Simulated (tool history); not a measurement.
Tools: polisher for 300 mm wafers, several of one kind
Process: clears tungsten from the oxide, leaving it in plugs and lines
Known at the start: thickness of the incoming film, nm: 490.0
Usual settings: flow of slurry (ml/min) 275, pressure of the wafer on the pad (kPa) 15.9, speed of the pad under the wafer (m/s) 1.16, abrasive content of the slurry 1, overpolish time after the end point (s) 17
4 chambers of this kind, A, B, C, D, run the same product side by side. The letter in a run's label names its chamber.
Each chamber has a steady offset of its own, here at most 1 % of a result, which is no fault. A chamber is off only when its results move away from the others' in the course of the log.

run     day  flow of slurry (ml/min)  pressure of the wafer on the pad (kPa)  speed of the pad under the wafer (m/s)  abrasive content of the slurry  overpolish time after the end point (s)  time until the end point was called (s)
 1A   0.288                      275                                    15.9                                    1.16                               1                                       17                                    151.2
 2B   0.596                      275                                    15.9                                    1.16                               1                                       17                                   151.72
 3C   1.021                      275                                    15.9                                    1.16                               1                                       17                                   151.89
      1.271  -- chamber C: slurry tank refilled with fresh slurry and peroxide
      1.367  -- chamber A: slurry tank refilled with fresh slurry and peroxide
 4D   1.392                      275                                    15.9                                    1.16                               1                                       17                                   151.28
      1.492  -- chamber C: slurry blender recalibrated
      1.579  -- chamber B: head pressure recalibrated
 5C   1.892                      275                                    15.9                                    1.16                               1                                       17                                   146.78
      2.312  -- chamber A: head pressure recalibrated
 6D   2.433                      275                                    15.9                                    1.16                               1                                       17                                   151.68
      2.538  -- chamber D: worn pad replaced by a new one
 7B   2.808                      275                                    15.9                                    1.16                               1                                       17                                   151.99
      2.938  -- chamber A: worn pad replaced by a new one
      3.088  -- chamber B: worn pad replaced by a new one
 8A   3.104                      275                                    15.9                                    1.16                               1                                       17                                   150.32
 9C   3.679                      275                                    15.9                                    1.16                               1                                       17                                   150.04
      3.904  -- chamber A: slurry nozzle cleaned
10D   4.308                      275                                    12.4                                    0.82                               1                                       17                                      282
      4.521  -- chamber A: slurry tank refilled with fresh slurry and peroxide
11B   4.875                      275                                    12.4                                    0.82                               1                                       17                                   277.12
12A   5.333                      275                                    12.4                                    0.82                               1                                       17                                   274.44
      5.588  -- chamber C: worn pad replaced by a new one
13D   5.712                      275                                    12.4                                    0.82                               1                                       17                                   280.45
      6.038  -- chamber C: slurry tank refilled with fresh slurry and peroxide
14C   6.283                      275                                    15.9                                    1.16                               1                                       17                                   146.02
      6.321  -- chamber A: slurry blender recalibrated
      6.567  -- chamber B: slurry blender recalibrated
15B   6.817                      275                                    15.9                                    1.16                               1                                       17                                   154.23
       6.85  -- chamber A: worn pad replaced by a new one
      6.954  -- chamber B: slurry tank refilled with fresh slurry and peroxide
       7.35  -- chamber D: head pressure recalibrated
16A   7.362                      275                                    15.9                                    1.16                               1                                       17                                   153.73
      7.425  -- chamber C: slurry nozzle cleaned
17C   7.925                      275                                    15.9                                    1.16                               1                                       17                                   150.76
      8.246  -- chamber D: worn pad replaced by a new one
18D   8.308                      275                                    15.9                                    1.16                               1                                       17                                   157.47
      8.496  -- chamber A: slurry tank refilled with fresh slurry and peroxide
      8.642  -- chamber D: slurry blender recalibrated
19B   8.917                      275                                    15.9                                    1.16                               1                                       17                                   154.36
20A     9.4                      195                                    15.9                                    1.16                             0.8                                       17                                   164.83
21A   9.862                      195                                    15.9                                    1.16                             0.8                                       17                                   164.51
22D  10.204                      195                                    15.9                                    1.16                             0.8                                       17                                   175.64
23C  10.821                      195                                    15.9                                    1.16                             0.8                                       17                                   166.59
     11.404  -- chamber A: worn pad replaced by a new one
24B  11.446                      275                                    15.9                                    1.16                               1                                       17                                   153.24
     11.775  -- chamber B: worn pad replaced by a new one
25B  12.033                      275                                    15.9                                    1.16                               1                                       17                                   151.27
26A  12.375                      275                                    12.4                                    1.16                               1                                       17                                   188.36

What goes on in this fleet: one chamber off, a drifting gauge, or nothing beyond the chambers' own small offsets? Name the chamber and the cause, if any.

Chamber D drifts away from the others.
Cause: peroxide lost from the slurry, % = 20.9.

Here are 4 candidates for chamber D's next run, each the usual settings with a change, their results left as question marks. Which one brings its results back in line with what the others give on the usual settings?
In line means no further than this from the other chambers' mean on the usual settings: time until the end point was called (s) 6.7
27D-1  12.833                      275                                    17.2                                    1.26                               1                                       17                                        ?
27D-2  12.833                      275                                    16.5                                     1.2                               1                                       17                                        ?
27D-3  12.833                      275                                    15.2                                    1.12                               1                                       17                                        ?
27D-4  12.833                      270                                    15.9                                    0.98                            0.95                                       17                                        ?

The other chambers' mean on the usual settings: time until the end point was called (s) 151.66
  run  time until the end point was called (s)
27D-1                                   138.45
27D-2                                   151.52
27D-3                                   177.35
27D-4                                   196.43
27D-2 brings the chamber back in line.
